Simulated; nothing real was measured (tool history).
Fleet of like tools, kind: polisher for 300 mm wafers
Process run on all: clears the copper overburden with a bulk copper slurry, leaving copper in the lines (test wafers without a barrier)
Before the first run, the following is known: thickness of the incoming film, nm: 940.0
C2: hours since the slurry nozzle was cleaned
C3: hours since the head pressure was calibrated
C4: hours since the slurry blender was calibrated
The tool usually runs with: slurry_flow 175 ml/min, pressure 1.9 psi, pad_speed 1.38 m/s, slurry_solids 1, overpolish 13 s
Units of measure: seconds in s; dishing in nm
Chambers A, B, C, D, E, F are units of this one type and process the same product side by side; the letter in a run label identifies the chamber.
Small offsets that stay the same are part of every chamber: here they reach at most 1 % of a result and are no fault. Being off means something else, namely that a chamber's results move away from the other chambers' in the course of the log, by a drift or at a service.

-- hour=3 chamber A: worn pad replaced by a new one
-- hour=5.8 chamber C: slurry nozzle cleaned
run 1B hour=7.6 | slurry_flow=175 pressure=1.9 pad_speed=1.38 slurry_solids=1 overpolish=13 | wafers_polished_on_this_pad=108 C2=136.8 C3=733.7 C4=164.6 | seconds=92.591 dishing=26.487
-- hour=9.8 chamber C: worn pad replaced by a new one
run 2E hour=16.2 | slurry_flow=175 pressure=1.9 pad_speed=1.38 slurry_solids=1 overpolish=13 | wafers_polished_on_this_pad=431 C2=312 C3=252.8 C4=48.8 | seconds=94.404 dishing=26.342
run 3F hour=26.2 | slurry_flow=175 pressure=1.9 pad_speed=1.38 slurry_solids=1 overpolish=13 | wafers_polished_on_this_pad=551 C2=205.8 C3=100.6 C4=158.4 | seconds=96.755 dishing=26.03
-- hour=33.3 chamber F: slurry blender recalibrated
run 4C hour=35.9 | slurry_flow=175 pressure=1.9 pad_speed=1.38 slurry_solids=1 overpolish=13 | wafers_polished_on_this_pad=237 C2=30.1 C3=875.7 C4=350.4 | seconds=94.096 dishing=26.818
run 5D hour=47.2 | slurry_flow=175 pressure=1.9 pad_speed=1.38 slurry_solids=1 overpolish=13 | wafers_polished_on_this_pad=627 C2=493.7 C3=103.5 C4=241.7 | seconds=96.115 dishing=27.548
-- hour=49.3 chamber B: slurry blender recalibrated
-- hour=49.8 chamber A: slurry blender recalibrated
run 6A hour=53.9 | slurry_flow=175 pressure=1.9 pad_speed=1.38 slurry_solids=1 overpolish=13 | wafers_polished_on_this_pad=462 C2=609.8 C3=732.5 C4=4.2 | seconds=99.814 dishing=26.364
run 7D hour=63.2 | slurry_flow=175 pressure=1.9 pad_speed=1.38 slurry_solids=1 overpolish=13 | wafers_polished_on_this_pad=772 C2=509.7 C3=119.5 C4=257.7 | seconds=96.204 dishing=25.456
-- hour=69.4 chamber B: slurry nozzle cleaned
run 8B hour=74 | slurry_flow=175 pressure=1.9 pad_speed=1.38 slurry_solids=1 overpolish=13 | wafers_polished_on_this_pad=711 C2=4.6 C3=800.1 C4=24.7 | seconds=98.661 dishing=26.426
-- hour=75.4 chamber F: worn pad replaced by a new one
run 9E hour=84.3 | slurry_flow=175 pressure=1.9 pad_speed=1.38 slurry_solids=1 overpolish=13 | wafers_polished_on_this_pad=1049 C2=380.1 C3=320.9 C4=116.9 | seconds=94.853 dishing=27.953
-- hour=89.1 chamber B: worn pad replaced by a new one
run 10A hour=92.3 | slurry_flow=175 pressure=1.9 pad_speed=1.38 slurry_solids=1 overpolish=13 | wafers_polished_on_this_pad=811 C2=648.2 C3=770.9 C4=42.6 | seconds=95.486 dishing=26.938
-- hour=93.6 chamber B: head pressure recalibrated
run 11F hour=101.2 | slurry_flow=175 pressure=1.9 pad_speed=1.38 slurry_solids=1 overpolish=13 | wafers_polished_on_this_pad=234 C2=280.8 C3=175.6 C4=68 | seconds=93.371 dishing=26.474
-- hour=102.7 chamber C: worn pad replaced by a new one
-- hour=105.3 chamber A: worn pad replaced by a new one
run 12C hour=108.6 | slurry_flow=175 pressure=1.9 pad_speed=1.38 slurry_solids=1 overpolish=13 | wafers_polished_on_this_pad=53 C2=102.8 C3=948.4 C4=423.1 | seconds=95.765 dishing=26.726
-- hour=115.4 chamber D: slurry blender recalibrated
run 13A hour=117.6 | slurry_flow=175 pressure=1.9 pad_speed=1.38 slurry_solids=1 overpolish=13 | wafers_polished_on_this_pad=112 C2=673.5 C3=796.2 C4=67.9 | seconds=94.507 dishing=27.213
-- hour=126.1 chamber E: worn pad replaced by a new one
run 14E hour=128.9 | slurry_flow=175 pressure=1.9 pad_speed=1.38 slurry_solids=1 overpolish=13 | wafers_polished_on_this_pad=25 C2=424.7 C3=365.5 C4=161.5 | seconds=94.087 dishing=26.629
run 15D hour=138.1 | slurry_flow=175 pressure=1.9 pad_speed=1.38 slurry_solids=1 overpolish=13 | wafers_polished_on_this_pad=1452 C2=584.6 C3=194.4 C4=22.7 | seconds=100.32 dishing=27.014
run 16B hour=148.1 | slurry_flow=175 pressure=1.9 pad_speed=1.38 slurry_solids=1 overpolish=13 | wafers_polished_on_this_pad=536 C2=78.7 C3=54.5 C4=98.8 | seconds=94.792 dishing=26.004
run 17C hour=157.8 | slurry_flow=175 pressure=1.9 pad_speed=1.38 slurry_solids=1 overpolish=13 | wafers_polished_on_this_pad=500 C2=152 C3=997.6 C4=472.3 | seconds=92.141 dishing=27.209
-- hour=166.7 chamber C: head pressure recalibrated
run 18F hour=167 | slurry_flow=175 pressure=1.9 pad_speed=1.6 slurry_solids=1 overpolish=6 | wafers_polished_on_this_pad=831 C2=346.6 C3=241.4 C4=133.8 | seconds=81.603 dishing=23.819
-- hour=170.6 chamber F: slurry blender recalibrated
run 19B hour=171.9 | slurry_flow=175 pressure=1.9 pad_speed=1.6 slurry_solids=1 overpolish=6 | wafers_polished_on_this_pad=752 C2=102.5 C3=78.3 C4=122.6 | seconds=81.938 dishing=23.376
run 20A hour=183.2 | slurry_flow=175 pressure=1.9 pad_speed=1.6 slurry_solids=1 overpolish=6 | wafers_polished_on_this_pad=707 C2=739.1 C3=861.8 C4=133.5 | seconds=82.657 dishing=22.643
-- hour=184 chamber F: worn pad replaced by a new one
run 21D hour=190.1 | slurry_flow=175 pressure=1.9 pad_speed=1.6 slurry_solids=1 overpolish=6 | wafers_polished_on_this_pad=1924 C2=636.6 C3=246.4 C4=74.7 | seconds=90.311 dishing=23.122
-- hour=190.7 chamber F: slurry nozzle cleaned
-- hour=194.4 chamber B: worn pad replaced by a new one
run 22C hour=199.5 | slurry_flow=175 pressure=1.9 pad_speed=1.6 slurry_solids=1 overpolish=6 | wafers_polished_on_this_pad=879 C2=193.7 C3=32.9 C4=514 | seconds=84.734 dishing=23.653
-- hour=207.4 chamber A: worn pad replaced by a new one
run 23F hour=207.4 | slurry_flow=175 pressure=1.9 pad_speed=1.6 slurry_solids=1 overpolish=6 | wafers_polished_on_this_pad=212 C2=16.8 C3=281.8 C4=36.9 | seconds=82.929 dishing=23.929
run 24E hour=216.2 | slurry_flow=140 pressure=1.9 pad_speed=1.78 slurry_solids=1 overpolish=13 | wafers_polished_on_this_pad=818 C2=512 C3=452.8 C4=248.8 | seconds=78.304 dishing=26.559
-- hour=225.8 chamber C: worn pad replaced by a new one
run 25C hour=226.5 | slurry_flow=140 pressure=1.9 pad_speed=1.78 slurry_solids=1 overpolish=13 | wafers_polished_on_this_pad=7 C2=220.7 C3=59.9 C4=541 | seconds=75.733 dishing=26.438
-- hour=227.2 chamber C: slurry blender recalibrated
run 26A hour=235.9 | slurry_flow=140 pressure=1.9 pad_speed=1.78 slurry_solids=1 overpolish=13 | wafers_polished_on_this_pad=259 C2=791.8 C3=914.5 C4=186.2 | seconds=76.438 dishing=27.372
run 27F hour=247.2 | slurry_flow=140 pressure=1.9 pad_speed=1.78 slurry_solids=1 overpolish=13 | wafers_polished_on_this_pad=573 C2=56.6 C3=321.6 C4=76.7 | seconds=76.954 dishing=26.842
run 28B hour=253.4 | slurry_flow=140 pressure=1.9 pad_speed=1.78 slurry_solids=1 overpolish=13 | wafers_polished_on_this_pad=535 C2=184 C3=159.8 C4=204.1 | seconds=77.381 dishing=26.505
run 29D hour=259 | slurry_flow=140 pressure=1.9 pad_speed=1.78 slurry_solids=1 overpolish=13 | wafers_polished_on_this_pad=2550 C2=705.5 C3=315.3 C4=143.6 | seconds=83.24 dishing=26.434
-- hour=259.5 chamber E: worn pad replaced by a new one
-- hour=263 chamber B: slurry blender recalibrated
run 30E hour=269.1 | slurry_flow=175 pressure=1.9 pad_speed=1.38 slurry_solids=1 overpolish=13 | wafers_polished_on_this_pad=87 C2=564.9 C3=505.7 C4=301.7 | seconds=98.769 dishing=27.16
-- hour=275.6 chamber D: slurry nozzle cleaned
run 31C hour=279.8 | slurry_flow=175 pressure=1.9 pad_speed=1.38 slurry_solids=1 overpolish=13 | wafers_polished_on_this_pad=491 C2=274 C3=113.2 C4=52.6 | seconds=93.586 dishing=27.373
-- hour=286.9 chamber B: worn pad replaced by a new one
run 32B hour=286.9 | slurry_flow=175 pressure=1.9 pad_speed=1.38 slurry_solids=1 overpolish=13 | wafers_polished_on_this_pad=0 C2=217.5 C3=193.3 C4=23.9 | seconds=95.015 dishing=26.711
run 33F hour=297.1 | slurry_flow=175 pressure=1.9 pad_speed=1.38 slurry_solids=1 overpolish=13 | wafers_polished_on_this_pad=1026 C2=106.5 C3=371.5 C4=126.6 | seconds=95.31 dishing=25.965
run 34D hour=302.4 | slurry_flow=175 pressure=1.9 pad_speed=1.38 slurry_solids=1.1 overpolish=18 | wafers_polished_on_this_pad=2944 C2=26.9 C3=358.7 C4=187 | seconds=106.12 dishing=26.53
-- hour=305.6 chamber A: worn pad replaced by a new one
run 35A hour=308.4 | slurry_flow=175 pressure=1.9 pad_speed=1.38 slurry_solids=1.1 overpolish=18 | wafers_polished_on_this_pad=26 C2=864.3 C3=987 C4=258.7 | seconds=96.638 dishing=27.228
run 36E hour=314.2 | slurry_flow=175 pressure=1.9 pad_speed=1.38 slurry_solids=1.1 overpolish=18 | wafers_polished_on_this_pad=496 C2=610 C3=550.8 C4=346.8 | seconds=93.521 dishing=26.278

Is one chamber off against the others, does the gauge drift, or is nothing wrong? If a chamber is off, say which, and what the likeliest cause is.

It is chamber D that slowly wanders off from its peers.
Likeliest cause: removal rate lost through wear of the pad, % = 11.8.
With only this log, it may be confused with: head's pressure below its setpoint, %.

Which of the 4 candidates below, each the usual settings with something changed and its results left as question marks, puts chamber D back in line with what the other chambers give on the usual settings?
To be in line, a result may differ from the other chambers' mean on the usual settings by at most: seconds 5.2 s; dishing 2.2 nm
run 37D-1 hour=322.3 | slurry_flow=175 pressure=2 pad_speed=1.48 slurry_solids=1 overpolish=12 | seconds=? dishing=?
run 37D-2 hour=322.3 | slurry_flow=175 pressure=1.9 pad_speed=1.36 slurry_solids=1 overpolish=13 | seconds=? dishing=?
run 37D-3 hour=322.3 | slurry_flow=175 pressure=1.8 pad_speed=1.28 slurry_solids=1 overpolish=14 | seconds=? dishing=?
run 37D-4 hour=322.3 | slurry_flow=175 pressure=1.9 pad_speed=1.4 slurry_solids=1 overpolish=13 | seconds=? dishing=?

On the usual settings, the other chambers give on average: seconds 96.179 s; dishing 26.425 nm
run=37D-1 seconds=96.6 dishing=26.467
run=37D-2 seconds=110.57 dishing=26.156
run=37D-3 seconds=123.94 dishing=25.871
run=37D-4 seconds=107.45 dishing=26.249
37D-1 puts the chamber back in line with the other chambers.

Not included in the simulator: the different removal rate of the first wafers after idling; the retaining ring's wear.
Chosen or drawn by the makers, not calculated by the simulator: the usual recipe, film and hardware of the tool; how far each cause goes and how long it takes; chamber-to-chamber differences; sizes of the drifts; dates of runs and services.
